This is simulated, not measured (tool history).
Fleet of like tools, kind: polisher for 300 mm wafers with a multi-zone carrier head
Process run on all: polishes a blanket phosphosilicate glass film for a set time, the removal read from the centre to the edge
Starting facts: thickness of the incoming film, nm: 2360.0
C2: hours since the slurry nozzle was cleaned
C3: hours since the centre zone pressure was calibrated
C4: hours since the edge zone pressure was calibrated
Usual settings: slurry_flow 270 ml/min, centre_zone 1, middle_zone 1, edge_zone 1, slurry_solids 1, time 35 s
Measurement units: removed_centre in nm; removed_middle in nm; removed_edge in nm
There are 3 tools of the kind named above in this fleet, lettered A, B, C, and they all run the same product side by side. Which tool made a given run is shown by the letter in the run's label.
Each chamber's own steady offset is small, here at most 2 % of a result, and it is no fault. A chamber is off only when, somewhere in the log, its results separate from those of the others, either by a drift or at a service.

{"run": "1B", "hour": 9.1, "slurry_flow": 270, "centre_zone": 1, "middle_zone": 1, "edge_zone": 1, "slurry_solids": 1, "time": 35, "wafers polished on this pad": 577, "C2": 533.5, "C3": 766.2, "C4": 618.7, "removed_centre": 206.77, "removed_middle": 210.16, "removed_edge": 206.41}
{"hour": 11.2, "done": "chamber C: worn pad replaced by a new one"}
{"hour": 13.3, "done": "chamber A: worn pad replaced by a new one"}
{"run": "2C", "hour": 18.2, "slurry_flow": 270, "centre_zone": 1, "middle_zone": 1, "edge_zone": 1, "slurry_solids": 1, "time": 35, "wafers polished on this pad": 77, "C2": 75.4, "C3": 453.2, "C4": 524.1, "removed_centre": 206.97, "removed_middle": 206.73, "removed_edge": 208.9}
{"hour": 21.2, "done": "chamber B: worn pad replaced by a new one"}
{"run": "3A", "hour": 28.7, "slurry_flow": 270, "centre_zone": 1, "middle_zone": 1, "edge_zone": 1, "slurry_solids": 1, "time": 35, "wafers polished on this pad": 169, "C2": 300.6, "C3": 309.8, "C4": 474.7, "removed_centre": 209.99, "removed_middle": 207.87, "removed_edge": 203.86}
{"run": "4C", "hour": 39.3, "slurry_flow": 270, "centre_zone": 1, "middle_zone": 1, "edge_zone": 1, "slurry_solids": 1, "time": 35, "wafers polished on this pad": 309, "C2": 96.5, "C3": 474.3, "C4": 545.2, "removed_centre": 210.73, "removed_middle": 206.78, "removed_edge": 210.42}
{"run": "5B", "hour": 51.2, "slurry_flow": 270, "centre_zone": 0.9, "middle_zone": 1, "edge_zone": 0.94, "slurry_solids": 1, "time": 35, "wafers polished on this pad": 329, "C2": 575.6, "C3": 808.3, "C4": 660.8, "removed_centre": 187.24, "removed_middle": 208.34, "removed_edge": 201.76}
{"run": "6A", "hour": 62.2, "slurry_flow": 270, "centre_zone": 0.9, "middle_zone": 1, "edge_zone": 0.94, "slurry_solids": 1, "time": 35, "wafers polished on this pad": 537, "C2": 334.1, "C3": 343.3, "C4": 508.2, "removed_centre": 186.19, "removed_middle": 209.14, "removed_edge": 203.05}
{"run": "7A", "hour": 73.2, "slurry_flow": 270, "centre_zone": 0.9, "middle_zone": 1, "edge_zone": 0.94, "slurry_solids": 1, "time": 35, "wafers polished on this pad": 658, "C2": 345.1, "C3": 354.3, "C4": 519.2, "removed_centre": 185, "removed_middle": 204.88, "removed_edge": 200.83}
{"hour": 76.6, "done": "chamber B: edge zone pressure recalibrated"}
{"run": "8C", "hour": 85.1, "slurry_flow": 270, "centre_zone": 1, "middle_zone": 1, "edge_zone": 1, "slurry_solids": 1, "time": 35, "wafers polished on this pad": 811, "C2": 142.3, "C3": 520.1, "C4": 591, "removed_centre": 213.38, "removed_middle": 206.07, "removed_edge": 203.79}
{"run": "9B", "hour": 93.8, "slurry_flow": 270, "centre_zone": 1, "middle_zone": 1, "edge_zone": 1, "slurry_solids": 1, "time": 35, "wafers polished on this pad": 796, "C2": 618.2, "C3": 850.9, "C4": 17.2, "removed_centre": 206.54, "removed_middle": 207.1, "removed_edge": 208.6}
{"hour": 97.9, "done": "chamber A: worn pad replaced by a new one"}
{"hour": 98.3, "done": "chamber B: worn pad replaced by a new one"}
{"run": "10B", "hour": 99.5, "slurry_flow": 270, "centre_zone": 1, "middle_zone": 1, "edge_zone": 1, "slurry_solids": 1, "time": 35, "wafers polished on this pad": 13, "C2": 623.9, "C3": 856.6, "C4": 22.9, "removed_centre": 206.78, "removed_middle": 209.04, "removed_edge": 209.97}
{"hour": 106.0, "done": "chamber A: edge zone pressure recalibrated"}
{"run": "11C", "hour": 107.3, "slurry_flow": 270, "centre_zone": 1, "middle_zone": 1, "edge_zone": 1, "slurry_solids": 1, "time": 35, "wafers polished on this pad": 1055, "C2": 164.5, "C3": 542.3, "C4": 613.2, "removed_centre": 210.71, "removed_middle": 206.04, "removed_edge": 209.9}
{"run": "12A", "hour": 119.0, "slurry_flow": 270, "centre_zone": 1, "middle_zone": 1, "edge_zone": 1, "slurry_solids": 1, "time": 35, "wafers polished on this pad": 231, "C2": 390.9, "C3": 400.1, "C4": 13.1, "removed_centre": 208.51, "removed_middle": 206.84, "removed_edge": 205.61}
{"hour": 125.1, "done": "chamber C: centre zone pressure recalibrated"}
{"run": "13A", "hour": 130.4, "slurry_flow": 270, "centre_zone": 1, "middle_zone": 1, "edge_zone": 1, "slurry_solids": 1, "time": 35, "wafers polished on this pad": 356, "C2": 402.3, "C3": 411.5, "C4": 24.5, "removed_centre": 208.35, "removed_middle": 202.44, "removed_edge": 206.92}
{"hour": 134.1, "done": "chamber C: worn pad replaced by a new one"}
{"hour": 134.2, "done": "chamber B: centre zone pressure recalibrated"}
{"run": "14B", "hour": 143.4, "slurry_flow": 270, "centre_zone": 1, "middle_zone": 1, "edge_zone": 1, "slurry_solids": 1, "time": 35, "wafers polished on this pad": 495, "C2": 667.8, "C3": 9.3, "C4": 66.8, "removed_centre": 210.91, "removed_middle": 201.51, "removed_edge": 212.39}
{"run": "15C", "hour": 154.7, "slurry_flow": 270, "centre_zone": 1, "middle_zone": 1, "edge_zone": 1, "slurry_solids": 1, "time": 35, "wafers polished on this pad": 226, "C2": 211.9, "C3": 29.7, "C4": 660.6, "removed_centre": 209.2, "removed_middle": 211.16, "removed_edge": 208.24}
{"run": "16C", "hour": 160.4, "slurry_flow": 270, "centre_zone": 1, "middle_zone": 1, "edge_zone": 1, "slurry_solids": 1, "time": 35, "wafers polished on this pad": 289, "C2": 217.6, "C3": 35.4, "C4": 666.3, "removed_centre": 210.38, "removed_middle": 209.24, "removed_edge": 204.31}
{"hour": 161.6, "done": "chamber B: worn pad replaced by a new one"}
{"hour": 166.3, "done": "chamber A: worn pad replaced by a new one"}
{"run": "17A", "hour": 170.1, "slurry_flow": 270, "centre_zone": 1, "middle_zone": 1, "edge_zone": 1, "slurry_solids": 1, "time": 35, "wafers polished on this pad": 41, "C2": 442, "C3": 451.2, "C4": 64.2, "removed_centre": 210.15, "removed_middle": 209.24, "removed_edge": 207}
{"run": "18B", "hour": 176.9, "slurry_flow": 270, "centre_zone": 1, "middle_zone": 1, "edge_zone": 1, "slurry_solids": 1, "time": 35, "wafers polished on this pad": 168, "C2": 701.3, "C3": 42.8, "C4": 100.3, "removed_centre": 208.08, "removed_middle": 205.4, "removed_edge": 211.08}
{"run": "19C", "hour": 184.3, "slurry_flow": 270, "centre_zone": 1, "middle_zone": 1, "edge_zone": 1, "slurry_solids": 1, "time": 25, "wafers polished on this pad": 551, "C2": 241.5, "C3": 59.3, "C4": 690.2, "removed_centre": 149.35, "removed_middle": 149.7, "removed_edge": 149.05}
{"run": "20A", "hour": 194.9, "slurry_flow": 270, "centre_zone": 1, "middle_zone": 1, "edge_zone": 1, "slurry_solids": 1, "time": 25, "wafers polished on this pad": 313, "C2": 466.8, "C3": 476, "C4": 89, "removed_centre": 148.22, "removed_middle": 149.31, "removed_edge": 147.84}
{"hour": 200.8, "done": "chamber A: slurry nozzle cleaned"}
{"run": "21B", "hour": 201.7, "slurry_flow": 270, "centre_zone": 1, "middle_zone": 1, "edge_zone": 1, "slurry_solids": 1, "time": 25, "wafers polished on this pad": 440, "C2": 726.1, "C3": 67.6, "C4": 125.1, "removed_centre": 148.19, "removed_middle": 148.01, "removed_edge": 148.54}
{"run": "22A", "hour": 213.8, "slurry_flow": 270, "centre_zone": 1, "middle_zone": 1, "edge_zone": 1, "slurry_solids": 1, "time": 35, "wafers polished on this pad": 521, "C2": 13, "C3": 494.9, "C4": 107.9, "removed_centre": 209.24, "removed_middle": 209.59, "removed_edge": 204.31}
{"hour": 223.5, "done": "chamber B: worn pad replaced by a new one"}
{"run": "23B", "hour": 225.6, "slurry_flow": 270, "centre_zone": 1, "middle_zone": 1, "edge_zone": 1, "slurry_solids": 1, "time": 35, "wafers polished on this pad": 23, "C2": 750, "C3": 91.5, "C4": 149, "removed_centre": 207.39, "removed_middle": 207.84, "removed_edge": 211.94}
{"run": "24C", "hour": 231.6, "slurry_flow": 270, "centre_zone": 1, "middle_zone": 1, "edge_zone": 1, "slurry_solids": 1, "time": 35, "wafers polished on this pad": 1070, "C2": 288.8, "C3": 106.6, "C4": 737.5, "removed_centre": 208.79, "removed_middle": 205.17, "removed_edge": 209.12}
{"hour": 232.8, "done": "chamber A: worn pad replaced by a new one"}
{"run": "25C", "hour": 241.3, "slurry_flow": 270, "centre_zone": 1, "middle_zone": 1, "edge_zone": 1, "slurry_solids": 1, "time": 35, "wafers polished on this pad": 1176, "C2": 298.5, "C3": 116.3, "C4": 747.2, "removed_centre": 208.52, "removed_middle": 206.68, "removed_edge": 207.4}
{"run": "26B", "hour": 250.3, "slurry_flow": 240, "centre_zone": 1, "middle_zone": 0.93, "edge_zone": 1, "slurry_solids": 1, "time": 35, "wafers polished on this pad": 294, "C2": 774.7, "C3": 116.2, "C4": 173.7, "removed_centre": 204.38, "removed_middle": 191.92, "removed_edge": 207.68}
{"hour": 255.4, "done": "chamber C: worn pad replaced by a new one"}
{"run": "27A", "hour": 262.2, "slurry_flow": 240, "centre_zone": 1, "middle_zone": 0.93, "edge_zone": 1, "slurry_solids": 1, "time": 35, "wafers polished on this pad": 323, "C2": 61.4, "C3": 543.3, "C4": 156.3, "removed_centre": 203.77, "removed_middle": 191.62, "removed_edge": 201.89}
{"run": "28A", "hour": 268.9, "slurry_flow": 240, "centre_zone": 1, "middle_zone": 0.93, "edge_zone": 1, "slurry_solids": 1, "time": 35, "wafers polished on this pad": 396, "C2": 68.1, "C3": 550, "C4": 163, "removed_centre": 206.33, "removed_middle": 193.8, "removed_edge": 204.65}
{"hour": 276.7, "done": "chamber B: slurry nozzle cleaned"}
{"run": "29C", "hour": 279.5, "slurry_flow": 270, "centre_zone": 1, "middle_zone": 1, "edge_zone": 1, "slurry_solids": 1, "time": 35, "wafers polished on this pad": 265, "C2": 336.7, "C3": 154.5, "C4": 785.4, "removed_centre": 211.8, "removed_middle": 204.34, "removed_edge": 202.25}
{"run": "30B", "hour": 291.6, "slurry_flow": 270, "centre_zone": 1, "middle_zone": 1, "edge_zone": 1, "slurry_solids": 1, "time": 35, "wafers polished on this pad": 748, "C2": 15, "C3": 157.5, "C4": 215, "removed_centre": 208.61, "removed_middle": 209.74, "removed_edge": 210.11}
{"hour": 295.7, "done": "chamber B: worn pad replaced by a new one"}
{"run": "31A", "hour": 304.2, "slurry_flow": 270, "centre_zone": 1, "middle_zone": 1, "edge_zone": 1, "slurry_solids": 1, "time": 35, "wafers polished on this pad": 784, "C2": 103.4, "C3": 585.3, "C4": 198.3, "removed_centre": 208.89, "removed_middle": 208.49, "removed_edge": 205.19}
{"run": "32B", "hour": 316.0, "slurry_flow": 270, "centre_zone": 1, "middle_zone": 1, "edge_zone": 1, "slurry_solids": 1, "time": 35, "wafers polished on this pad": 223, "C2": 39.4, "C3": 181.9, "C4": 239.4, "removed_centre": 207.37, "removed_middle": 207.56, "removed_edge": 213.04}

For the next run the whole fleet of 3 chambers uses the same settings. Give each chamber's results:
{"run": "33A", "hour": 325.3, "slurry_flow": 270, "centre_zone": 1, "middle_zone": 1, "edge_zone": 1, "slurry_solids": 1, "time": 35, "removed_centre": "?", "removed_middle": "?", "removed_edge": "?"}
{"run": "33B", "hour": 325.3, "slurry_flow": 270, "centre_zone": 1, "middle_zone": 1, "edge_zone": 1, "slurry_solids": 1, "time": 35, "removed_centre": "?", "removed_middle": "?", "removed_edge": "?"}
{"run": "33C", "hour": 325.3, "slurry_flow": 270, "centre_zone": 1, "middle_zone": 1, "edge_zone": 1, "slurry_solids": 1, "time": 35, "removed_centre": "?", "removed_middle": "?", "removed_edge": "?"}

run=33A removed_centre=210.65 removed_middle=203.6 removed_edge=201.46
run=33B removed_centre=208.92 removed_middle=206.62 removed_edge=209.29
run=33C removed_centre=208.41 removed_middle=209.6 removed_edge=204.43
